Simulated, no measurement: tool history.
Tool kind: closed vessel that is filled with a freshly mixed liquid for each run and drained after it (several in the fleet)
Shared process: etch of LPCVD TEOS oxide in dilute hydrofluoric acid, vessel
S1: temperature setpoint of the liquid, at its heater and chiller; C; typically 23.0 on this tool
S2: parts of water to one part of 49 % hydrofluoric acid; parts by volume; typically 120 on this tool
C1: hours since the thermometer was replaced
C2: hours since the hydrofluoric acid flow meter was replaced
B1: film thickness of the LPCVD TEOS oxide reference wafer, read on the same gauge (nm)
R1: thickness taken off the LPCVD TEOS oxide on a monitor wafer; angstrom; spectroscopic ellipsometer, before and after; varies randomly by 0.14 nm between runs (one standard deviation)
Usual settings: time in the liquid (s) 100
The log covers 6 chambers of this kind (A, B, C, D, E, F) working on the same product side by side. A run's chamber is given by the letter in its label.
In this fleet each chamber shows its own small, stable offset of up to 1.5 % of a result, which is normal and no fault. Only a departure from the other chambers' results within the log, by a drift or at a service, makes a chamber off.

{"run": "1D", "hour": 4.8, "S1": 23.0, "S2": 120, "time in the liquid (s)": 100, "C1": 1282.7, "C2": 396.0, "B1": 129.98, "R1": 154.12}
{"run": "2E", "hour": 9.0, "S1": 23.0, "S2": 120, "time in the liquid (s)": 100, "C1": 2121.2, "C2": 1307.3, "B1": 130.01, "R1": 152.19}
{"run": "3B", "hour": 11.6, "S1": 23.0, "S2": 120, "time in the liquid (s)": 100, "C1": 879.1, "C2": 196.5, "B1": 129.96, "R1": 150.33}
{"run": "4A", "hour": 15.1, "S1": 23.0, "S2": 120, "time in the liquid (s)": 100, "C1": 979.5, "C2": 68.1, "B1": 130.01, "R1": 154.28}
{"run": "5C", "hour": 18.9, "S1": 23.0, "S2": 120, "time in the liquid (s)": 100, "C1": 614.7, "C2": 19.2, "B1": 129.98, "R1": 155.13}
{"run": "6F", "hour": 22.0, "S1": 23.0, "S2": 120, "time in the liquid (s)": 100, "C1": 843.5, "C2": 807.4, "B1": 130.01, "R1": 152.78}
{"hour": 26.4, "done": "chamber D: hydrofluoric acid flow meter replaced"}
{"run": "7F", "hour": 26.8, "S1": 23.0, "S2": 120, "time in the liquid (s)": 100, "C1": 848.3, "C2": 812.2, "B1": 130.01, "R1": 150.86}
{"run": "8B", "hour": 31.8, "S1": 23.0, "S2": 120, "time in the liquid (s)": 100, "C1": 899.3, "C2": 216.7, "B1": 130.0, "R1": 152.56}
{"run": "9C", "hour": 35.5, "S1": 23.0, "S2": 120, "time in the liquid (s)": 100, "C1": 631.3, "C2": 35.8, "B1": 129.99, "R1": 153.53}
{"run": "10E", "hour": 38.4, "S1": 18.0, "S2": 165, "time in the liquid (s)": 100, "C1": 2150.6, "C2": 1336.7, "B1": 129.99, "R1": 86.084}
{"run": "11A", "hour": 42.6, "S1": 18.0, "S2": 165, "time in the liquid (s)": 100, "C1": 1007.0, "C2": 95.6, "B1": 130.01, "R1": 87.377}
{"hour": 44.0, "done": "chamber E: hydrofluoric acid flow meter replaced"}
{"run": "12D", "hour": 45.4, "S1": 18.0, "S2": 165, "time in the liquid (s)": 100, "C1": 1323.3, "C2": 19.0, "B1": 129.98, "R1": 87.802}
{"run": "13D", "hour": 48.2, "S1": 18.0, "S2": 165, "time in the liquid (s)": 100, "C1": 1326.1, "C2": 21.8, "B1": 129.96, "R1": 86.238}
{"run": "14A", "hour": 53.0, "S1": 18.0, "S2": 165, "time in the liquid (s)": 100, "C1": 1017.4, "C2": 106.0, "B1": 129.96, "R1": 87.926}
{"run": "15B", "hour": 55.9, "S1": 18.0, "S2": 165, "time in the liquid (s)": 100, "C1": 923.4, "C2": 240.8, "B1": 130.02, "R1": 85.495}
{"run": "16C", "hour": 58.1, "S1": 23.0, "S2": 120, "time in the liquid (s)": 100, "C1": 653.9, "C2": 58.4, "B1": 130.01, "R1": 153.61}
{"run": "17F", "hour": 61.0, "S1": 23.0, "S2": 120, "time in the liquid (s)": 100, "C1": 882.5, "C2": 846.4, "B1": 129.99, "R1": 151.95}
{"run": "18E", "hour": 65.6, "S1": 23.0, "S2": 120, "time in the liquid (s)": 100, "C1": 2177.8, "C2": 21.7, "B1": 129.99, "R1": 155.49}
{"run": "19A", "hour": 69.2, "S1": 23.0, "S2": 120, "time in the liquid (s)": 100, "C1": 1033.6, "C2": 122.2, "B1": 130.04, "R1": 152.87}
{"run": "20D", "hour": 71.8, "S1": 23.0, "S2": 120, "time in the liquid (s)": 100, "C1": 1349.7, "C2": 45.4, "B1": 130.02, "R1": 153.68}
{"run": "21F", "hour": 75.6, "S1": 23.0, "S2": 120, "time in the liquid (s)": 100, "C1": 897.1, "C2": 861.0, "B1": 130.0, "R1": 152.52}
{"run": "22E", "hour": 78.6, "S1": 23.0, "S2": 120, "time in the liquid (s)": 100, "C1": 2190.8, "C2": 34.7, "B1": 129.98, "R1": 151.1}
{"run": "23C", "hour": 81.0, "S1": 23.0, "S2": 120, "time in the liquid (s)": 100, "C1": 676.8, "C2": 81.3, "B1": 129.98, "R1": 156.9}
{"run": "24B", "hour": 83.8, "S1": 23.0, "S2": 120, "time in the liquid (s)": 100, "C1": 951.3, "C2": 268.7, "B1": 129.98, "R1": 152.11}
{"run": "25B", "hour": 86.8, "S1": 23.0, "S2": 120, "time in the liquid (s)": 100, "C1": 954.3, "C2": 271.7, "B1": 130.01, "R1": 150.85}
{"run": "26A", "hour": 90.9, "S1": 23.0, "S2": 120, "time in the liquid (s)": 100, "C1": 1055.3, "C2": 143.9, "B1": 129.98, "R1": 152.6}
{"run": "27C", "hour": 95.6, "S1": 23.0, "S2": 120, "time in the liquid (s)": 100, "C1": 691.4, "C2": 95.9, "B1": 129.99, "R1": 151.42}
{"run": "28D", "hour": 98.1, "S1": 23.0, "S2": 120, "time in the liquid (s)": 100, "C1": 1376.0, "C2": 71.7, "B1": 130.01, "R1": 151.46}
{"run": "29E", "hour": 101.0, "S1": 23.0, "S2": 120, "time in the liquid (s)": 100, "C1": 2213.2, "C2": 57.1, "B1": 130.01, "R1": 152.57}
{"run": "30F", "hour": 105.2, "S1": 19.5, "S2": 120, "time in the liquid (s)": 100, "C1": 926.7, "C2": 890.6, "B1": 130.0, "R1": 135.09}
{"run": "31C", "hour": 110.3, "S1": 19.5, "S2": 120, "time in the liquid (s)": 100, "C1": 706.1, "C2": 110.6, "B1": 129.99, "R1": 132.77}
{"run": "32A", "hour": 113.9, "S1": 19.5, "S2": 120, "time in the liquid (s)": 100, "C1": 1078.3, "C2": 166.9, "B1": 129.99, "R1": 133.59}
{"run": "33B", "hour": 116.3, "S1": 19.5, "S2": 120, "time in the liquid (s)": 100, "C1": 983.8, "C2": 301.2, "B1": 129.98, "R1": 133.09}
{"run": "34D", "hour": 120.8, "S1": 19.5, "S2": 120, "time in the liquid (s)": 100, "C1": 1398.7, "C2": 94.4, "B1": 130.0, "R1": 133.06}
{"run": "35F", "hour": 125.1, "S1": 19.5, "S2": 120, "time in the liquid (s)": 100, "C1": 946.6, "C2": 910.5, "B1": 129.98, "R1": 133.77}
{"run": "36E", "hour": 129.8, "S1": 23.0, "S2": 120, "time in the liquid (s)": 100, "C1": 2242.0, "C2": 85.9, "B1": 130.0, "R1": 151.43}
{"run": "37F", "hour": 133.9, "S1": 23.0, "S2": 120, "time in the liquid (s)": 100, "C1": 955.4, "C2": 919.3, "B1": 130.02, "R1": 151.05}
{"hour": 137.2, "done": "chamber E: thermometer replaced"}
{"run": "38C", "hour": 137.4, "S1": 23.0, "S2": 120, "time in the liquid (s)": 100, "C1": 733.2, "C2": 137.7, "B1": 129.99, "R1": 153.06}
{"run": "39A", "hour": 142.2, "S1": 23.0, "S2": 165, "time in the liquid (s)": 100, "C1": 1106.6, "C2": 195.2, "B1": 130.0, "R1": 104.38}
{"run": "40E", "hour": 146.5, "S1": 23.0, "S2": 165, "time in the liquid (s)": 100, "C1": 9.4, "C2": 102.6, "B1": 129.99, "R1": 104.04}

Predict what each chamber gives when all 6 of them run the settings below next.
{"run": "41A", "hour": 150.2, "S1": 23.0, "S2": 140, "time in the liquid (s)": 100, "R1": "?"}
{"run": "41B", "hour": 150.2, "S1": 23.0, "S2": 140, "time in the liquid (s)": 100, "R1": "?"}
{"run": "41C", "hour": 150.2, "S1": 23.0, "S2": 140, "time in the liquid (s)": 100, "R1": "?"}
{"run": "41D", "hour": 150.2, "S1": 23.0, "S2": 140, "time in the liquid (s)": 100, "R1": "?"}
{"run": "41E", "hour": 150.2, "S1": 23.0, "S2": 140, "time in the liquid (s)": 100, "R1": "?"}
{"run": "41F", "hour": 150.2, "S1": 23.0, "S2": 140, "time in the liquid (s)": 100, "R1": "?"}

run=41A R1=128.650
run=41B R1=127.680
run=41C R1=129.760
run=41D R1=125.360
run=41E R1=125.790
run=41F R1=127.930
